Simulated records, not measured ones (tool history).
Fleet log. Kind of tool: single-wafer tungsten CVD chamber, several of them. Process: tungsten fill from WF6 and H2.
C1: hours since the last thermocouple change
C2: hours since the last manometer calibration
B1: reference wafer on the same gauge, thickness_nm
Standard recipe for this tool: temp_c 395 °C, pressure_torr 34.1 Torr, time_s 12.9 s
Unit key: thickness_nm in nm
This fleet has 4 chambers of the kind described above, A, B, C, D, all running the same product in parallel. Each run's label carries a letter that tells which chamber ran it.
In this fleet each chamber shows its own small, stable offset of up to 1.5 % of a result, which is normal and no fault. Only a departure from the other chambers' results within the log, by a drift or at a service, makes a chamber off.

Run 1A, day 0.175: usual settings; C1 642.3; C2 1243.1; B1 39.817. Result: thickness_nm 36.267 nm.
Run 2B, day 0.338: usual settings; C1 1247.2; C2 1730.3; B1 39.801. Result: thickness_nm 36.399 nm.
Run 3C, day 0.454: usual settings; C1 774.2; C2 2016.0; B1 39.834. Result: thickness_nm 36.231 nm.
At day 0.492: chamber A: capacitance manometer re-zeroed and calibrated.
Run 4D, day 0.617: usual settings; C1 661.0; C2 967.6; B1 39.847. Result: thickness_nm 35.977 nm.
Run 5A, day 0.712: usual settings but temp_c 385 °C; C1 655.2; C2 5.4; B1 39.856. Result: thickness_nm 29.899 nm.
Run 6D, day 0.879: usual settings but temp_c 385 °C; C1 667.3; C2 973.9; B1 39.856. Result: thickness_nm 29.737 nm.
Run 7C, day 0.988: usual settings but temp_c 385 °C; C1 787.0; C2 2028.8; B1 39.858. Result: thickness_nm 29.941 nm.
Run 8B, day 1.138: usual settings but temp_c 385 °C; C1 1266.4; C2 1749.5; B1 39.911. Result: thickness_nm 30.083 nm.
Run 9D, day 1.238: usual settings; C1 675.9; C2 982.5; B1 39.898. Result: thickness_nm 36.188 nm.
Run 10B, day 1.346: usual settings; C1 1271.4; C2 1754.5; B1 39.901. Result: thickness_nm 36.442 nm.
Run 11A, day 1.442: usual settings; C1 672.7; C2 22.9; B1 39.897. Result: thickness_nm 36.298 nm.
Run 12C, day 1.554: usual settings; C1 800.6; C2 2042.4; B1 39.914. Result: thickness_nm 36.330 nm.
Run 13D, day 1.683: usual settings; C1 686.6; C2 993.2; B1 39.923. Result: thickness_nm 36.234 nm.
Run 14C, day 1.812: usual settings; C1 806.8; C2 2048.6; B1 39.944. Result: thickness_nm 36.429 nm.
Run 15B, day 1.900: usual settings; C1 1284.7; C2 1767.8; B1 39.947. Result: thickness_nm 36.609 nm.
Run 16A, day 1.996: usual settings; C1 686.0; C2 36.2; B1 39.964. Result: thickness_nm 36.147 nm.
Run 17A, day 2.175: usual settings but time_s 11.1 s; C1 690.3; C2 40.5; B1 39.952. Result: thickness_nm 31.230 nm.
At day 2.300: chamber C: capacitance manometer re-zeroed and calibrated.
Run 18C, day 2.300: usual settings but time_s 11.1 s; C1 818.5; C2 0.0; B1 39.980. Result: thickness_nm 31.410 nm.
Run 19B, day 2.462: usual settings but time_s 11.1 s; C1 1298.2; C2 1781.3; B1 39.996. Result: thickness_nm 31.577 nm.
Run 20D, day 2.646: usual settings but time_s 11.1 s; C1 709.7; C2 1016.3; B1 39.989. Result: thickness_nm 31.114 nm.
Run 21A, day 2.771: usual settings but pressure_torr 40.8 Torr; C1 704.6; C2 54.8; B1 40.000. Result: thickness_nm 39.590 nm.
Run 22C, day 2.938: usual settings but pressure_torr 40.8 Torr; C1 833.8; C2 15.3; B1 40.022. Result: thickness_nm 39.638 nm.
Run 23D, day 3.100: usual settings but pressure_torr 40.8 Torr; C1 720.6; C2 1027.2; B1 40.019. Result: thickness_nm 39.376 nm.
Run 24B, day 3.279: usual settings but pressure_torr 40.8 Torr; C1 1317.8; C2 1800.9; B1 40.054. Result: thickness_nm 39.988 nm.

All chambers now run identical settings, listed one chamber a line with results as question marks. What results will each chamber show?
Run 25A, day 3.412: usual settings but temp_c 389 °C. Result: thickness_nm ?.
Run 25B, day 3.412: usual settings but temp_c 389 °C. Result: thickness_nm ?.
Run 25C, day 3.412: usual settings but temp_c 389 °C. Result: thickness_nm ?.
Run 25D, day 3.412: usual settings but temp_c 389 °C. Result: thickness_nm ?.

run  thickness_nm
25A        32.462
25B        32.728
25C        32.548
25D        32.357
